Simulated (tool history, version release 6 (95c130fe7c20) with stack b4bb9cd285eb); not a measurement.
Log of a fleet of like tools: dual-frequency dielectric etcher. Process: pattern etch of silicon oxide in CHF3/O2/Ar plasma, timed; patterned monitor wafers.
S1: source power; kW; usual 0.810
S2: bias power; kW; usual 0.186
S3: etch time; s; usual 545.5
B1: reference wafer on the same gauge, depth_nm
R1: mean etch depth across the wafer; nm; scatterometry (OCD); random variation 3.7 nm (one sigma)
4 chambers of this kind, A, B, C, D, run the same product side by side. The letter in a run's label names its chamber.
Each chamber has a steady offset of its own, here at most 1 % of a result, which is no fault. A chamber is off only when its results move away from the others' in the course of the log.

Run 1C, hour 4.3: usual settings; B1 1169.9. Result: R1 1225.90 nm.
Run 2A, hour 8.3: usual settings; B1 1170.2. Result: R1 1217.00 nm.
Run 3D, hour 13.3: usual settings; B1 1169.7. Result: R1 1220.00 nm.
Run 4B, hour 19.3: usual settings; B1 1169.6. Result: R1 1216.40 nm.
Run 5B, hour 22.6: usual settings; B1 1170.3. Result: R1 1218.70 nm.
Run 6D, hour 26.4: usual settings; B1 1169.6. Result: R1 1220.40 nm.
Run 7C, hour 31.8: usual settings; B1 1169.7. Result: R1 1226.90 nm.
Run 8A, hour 37.0: usual settings; B1 1171.1. Result: R1 1219.60 nm.
Run 9B, hour 41.1: usual settings; B1 1169.6. Result: R1 1206.40 nm.
Run 10D, hour 46.4: usual settings; B1 1170.0. Result: R1 1226.10 nm.
Run 11A, hour 50.7: usual settings; B1 1169.5. Result: R1 1218.60 nm.
Run 12C, hour 53.9: usual settings but S1 0.630 kW, S2 0.165 kW; B1 1170.7. Result: R1 1071.70 nm.
Run 13A, hour 57.9: usual settings but S1 0.630 kW, S2 0.165 kW; B1 1170.1. Result: R1 1063.30 nm.
Run 14B, hour 63.7: usual settings but S1 0.630 kW, S2 0.165 kW; B1 1169.4. Result: R1 1062.60 nm.
Run 15C, hour 68.5: usual settings but S1 0.630 kW, S2 0.165 kW; B1 1170.0. Result: R1 1069.40 nm.
Run 16D, hour 73.5: usual settings; B1 1170.4. Result: R1 1223.90 nm.
Run 17C, hour 76.3: usual settings; B1 1170.9. Result: R1 1222.90 nm.
Run 18D, hour 81.9: usual settings; B1 1170.2. Result: R1 1224.20 nm.
Run 19B, hour 85.3: usual settings but S1 0.670 kW, S3 696.5 s; B1 1169.8. Result: R1 1442.30 nm.
Run 20A, hour 88.8: usual settings but S1 0.670 kW, S3 696.5 s; B1 1168.7. Result: R1 1454.40 nm.
At hour 91.4: chamber D: wet clean of the chamber.
Run 21D, hour 94.7: usual settings but S1 0.670 kW, S3 696.5 s; B1 1170.0. Result: R1 1455.00 nm.
Run 22B, hour 98.5: usual settings but S1 0.670 kW, S3 696.5 s; B1 1170.2. Result: R1 1442.50 nm.
Run 23C, hour 102.9: usual settings; B1 1170.4. Result: R1 1231.40 nm.
Run 24A, hour 107.1: usual settings; B1 1170.5. Result: R1 1224.10 nm.
Run 25A, hour 113.1: usual settings but S3 429.0 s; B1 1170.1. Result: R1 959.90 nm.
Run 26B, hour 116.5: usual settings but S3 429.0 s; B1 1170.4. Result: R1 958.46 nm.
Run 27C, hour 121.6: usual settings but S3 429.0 s; B1 1169.8. Result: R1 964.96 nm.
At hour 126.8: chamber A: wet clean of the chamber.
Run 28D, hour 127.4: usual settings but S3 429.0 s; B1 1170.0. Result: R1 957.46 nm.
Run 29A, hour 132.5: usual settings; B1 1170.8. Result: R1 1225.10 nm.
Run 30B, hour 137.5: usual settings; B1 1169.8. Result: R1 1211.20 nm.
Run 31D, hour 140.5: usual settings; B1 1170.5. Result: R1 1223.30 nm.
Run 32C, hour 146.3: usual settings but S1 0.990 kW; B1 1170.3. Result: R1 1333.30 nm.
Run 33D, hour 149.2: usual settings but S1 0.990 kW; B1 1169.8. Result: R1 1319.00 nm.
Run 34A, hour 152.3: usual settings but S1 0.990 kW; B1 1170.6. Result: R1 1320.20 nm.
Run 35B, hour 156.2: usual settings but S1 0.990 kW; B1 1169.6. Result: R1 1314.60 nm.

Is one chamber off against the others, does the gauge drift, or is nothing wrong? If a chamber is off, say which, and what the likeliest cause is.

No chamber stands off beyond its own small offset, and the gauge holds steady.
